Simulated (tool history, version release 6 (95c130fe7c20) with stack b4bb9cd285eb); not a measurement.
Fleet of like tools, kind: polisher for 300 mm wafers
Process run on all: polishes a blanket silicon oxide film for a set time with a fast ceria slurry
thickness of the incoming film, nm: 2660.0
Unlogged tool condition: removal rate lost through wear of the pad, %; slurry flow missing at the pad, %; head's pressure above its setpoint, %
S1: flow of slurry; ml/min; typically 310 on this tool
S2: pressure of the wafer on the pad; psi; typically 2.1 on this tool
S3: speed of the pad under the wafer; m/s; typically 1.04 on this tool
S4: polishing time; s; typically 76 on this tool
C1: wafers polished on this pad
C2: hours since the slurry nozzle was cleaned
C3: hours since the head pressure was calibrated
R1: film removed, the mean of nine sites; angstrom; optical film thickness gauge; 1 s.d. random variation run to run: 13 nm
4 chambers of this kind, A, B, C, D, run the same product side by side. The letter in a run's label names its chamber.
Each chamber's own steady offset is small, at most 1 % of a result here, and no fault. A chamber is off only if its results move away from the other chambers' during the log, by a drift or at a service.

run	hour	S1	S2	S3	S4	C1	C2	C3	R1
1A	7.2	310	2.1	1.04	76	220	39.0	1402.4	9228.7
2C	13.6	310	2.1	1.04	76	223	140.8	387.2	9090.6
3B	17.6	310	2.1	1.04	76	296	366.8	273.5	9320.9
4D	24.2	310	2.1	1.04	76	431	297.7	256.2	9373.9
5C	29.0	310	2.1	1.04	76	348	156.2	402.6	9075.1
# hour 30.1: chamber D: slurry nozzle cleaned
6B	34.1	310	2.1	1.04	76	430	383.3	290.0	9228.1
7D	38.0	310	2.1	1.04	76	543	8.0	270.0	9358.3
8A	45.1	310	2.1	1.04	76	529	76.9	1440.3	9226.2
# hour 45.7: chamber D: worn pad replaced by a new one
9D	49.7	310	2.1	1.04	76	32	19.7	281.7	9200.2
10A	56.8	310	2.1	1.04	76	624	88.6	1452.0	9245.6
11B	61.2	310	2.1	1.04	76	651	410.4	317.1	9173.3
12C	69.0	310	2.1	1.04	76	674	196.2	442.6	9406.5
13B	75.4	310	2.1	1.04	76	766	424.6	331.3	9097.6
# hour 80.4: chamber C: head pressure recalibrated
# hour 82.0: chamber C: worn pad replaced by a new one
14D	82.9	310	2.1	1.04	76	302	52.9	314.9	9104.4
15A	88.2	310	2.1	1.04	76	880	120.0	1483.4	9247.8
# hour 89.4: chamber B: worn pad replaced by a new one
16C	92.6	310	2.1	1.04	76	86	219.8	12.2	9232.6
# hour 92.8: chamber A: worn pad replaced by a new one
17A	98.6	310	2.1	1.04	76	47	130.4	1493.8	8994.0
18C	103.8	310	2.1	1.04	76	177	231.0	23.4	9018.5
19D	109.3	310	2.1	1.04	76	517	79.3	341.3	9089.9
# hour 113.4: chamber D: worn pad replaced by a new one
20B	114.5	310	2.1	1.04	76	205	463.7	370.4	9206.2
21A	121.6	310	2.1	1.04	87	234	153.4	1516.8	10613.0
22D	125.6	310	2.1	1.04	87	99	95.6	357.6	10540.0
23B	132.6	310	2.1	1.04	87	352	481.8	388.5	10627.0
24C	140.0	310	2.1	1.04	87	472	267.2	59.6	10609.0
25B	145.9	310	2.1	1.04	76	460	495.1	401.8	8889.3
26A	150.6	310	2.1	1.04	76	470	182.4	1545.8	9146.2
27D	159.2	310	2.1	1.04	76	372	129.2	391.2	9058.2
28C	166.8	310	2.1	1.04	76	690	294.0	86.4	9355.9
29B	170.8	235	2.1	1.04	50	663	520.0	426.7	5872.3
30D	177.5	235	2.1	1.04	50	521	147.5	409.5	5882.3
# hour 178.6: chamber D: worn pad replaced by a new one
31C	183.9	235	2.1	1.04	50	829	311.1	103.5	5959.6
32A	188.5	235	2.1	1.04	50	778	220.3	1583.7	5951.6
# hour 194.9: chamber A: head pressure recalibrated
33A	195.6	260	2.7	1.04	76	836	227.4	0.7	11779.0
34D	201.2	260	2.7	1.04	76	184	171.2	433.2	11815.0

Is one chamber off against the others, does the gauge drift, or is nothing wrong? If a chamber is off, say which, and what the likeliest cause is.

No chamber stands off beyond its own small offset, and the gauge holds steady.
